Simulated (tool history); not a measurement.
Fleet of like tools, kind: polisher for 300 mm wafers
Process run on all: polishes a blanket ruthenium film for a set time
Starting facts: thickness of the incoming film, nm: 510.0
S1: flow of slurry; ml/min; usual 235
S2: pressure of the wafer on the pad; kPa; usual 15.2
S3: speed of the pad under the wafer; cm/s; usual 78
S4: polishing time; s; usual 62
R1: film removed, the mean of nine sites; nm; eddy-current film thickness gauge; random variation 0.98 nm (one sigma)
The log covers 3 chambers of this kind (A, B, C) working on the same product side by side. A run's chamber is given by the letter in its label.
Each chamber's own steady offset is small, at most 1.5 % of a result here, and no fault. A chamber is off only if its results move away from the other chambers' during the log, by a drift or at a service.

run,hour,S1,S2,S3,S4,R1
# hour 3.8: chamber C: worn pad replaced by a new one
# hour 7.4: chamber A: worn pad replaced by a new one
1C,10.9,235,15.2,78,62,68.527
2A,19.3,235,15.2,78,62,68.232
# hour 22.9: chamber A: slurry nozzle cleaned
3B,33.2,235,15.2,78,62,68.464
4A,42.5,235,15.2,78,62,68.313
5B,55,235,15.2,78,62,68.17
# hour 55.2: chamber B: worn pad replaced by a new one
6C,64.6,235,15.2,78,62,66.857
7A,76.6,235,15.2,68,69,64.593
8C,92.5,235,15.2,68,69,67.738
9B,107.1,235,15.2,68,69,65.548
# hour 114: chamber C: head pressure recalibrated
# hour 117.8: chamber A: worn pad replaced by a new one
# hour 118.2: chamber B: head pressure recalibrated
10B,119.7,235,15.2,78,62,60.379
# hour 125.9: chamber C: worn pad replaced by a new one
11A,130.8,235,15.2,78,62,67.724
12C,139.9,235,15.2,78,62,69.268
# hour 151: chamber B: worn pad replaced by a new one
13B,153.5,195,13.1,78,62,50.705
14C,169.6,195,13.1,78,62,56.343
15A,182.5,195,13.1,78,62,55.334
16A,195.3,235,15.2,100,62,85.04
17C,204.1,235,15.2,100,62,87.984
18B,217.5,235,15.2,100,62,77.945
# hour 232.1: chamber A: worn pad replaced by a new one
# hour 232.2: chamber B: worn pad replaced by a new one
19B,233.9,235,15.2,78,62,58.93
20A,243.1,235,15.2,78,62,64.913
# hour 247.4: chamber C: worn pad replaced by a new one
21C,254,235,15.2,78,62,67.805
# hour 255: chamber A: slurry nozzle cleaned
22A,270.1,235,15.2,78,62,67.785

Does one chamber stand apart from the rest, does the shared gauge drift, or is all well apart from small per-chamber offsets? Give the chamber and the most likely cause, where there is one.

The work done on chamber B during a service left it standing apart from the others.
Cause: head's pressure below its setpoint, % = 11.4.

Below are 4 candidate recipes for chamber B's next run, each the usual settings with a change, their results shown as question marks. Which of them brings B's results back in line with what the other chambers give on the usual settings?
In line means no further than this from the other chambers' mean on the usual settings: R1 3.4 nm
23B-1,281.8,235,16.5,78,68,?
23B-2,281.8,235,14.5,74,62,?
23B-3,281.8,230,15.2,78,50,?
23B-4,281.8,235,15.2,82,65,?

Other chambers, usual settings, mean: R1 67.338 nm
run,R1
23B-1,72.807
23B-2,55.107
23B-3,48.958
23B-4,67.086
23B-4 puts the chamber back in line with the other chambers.
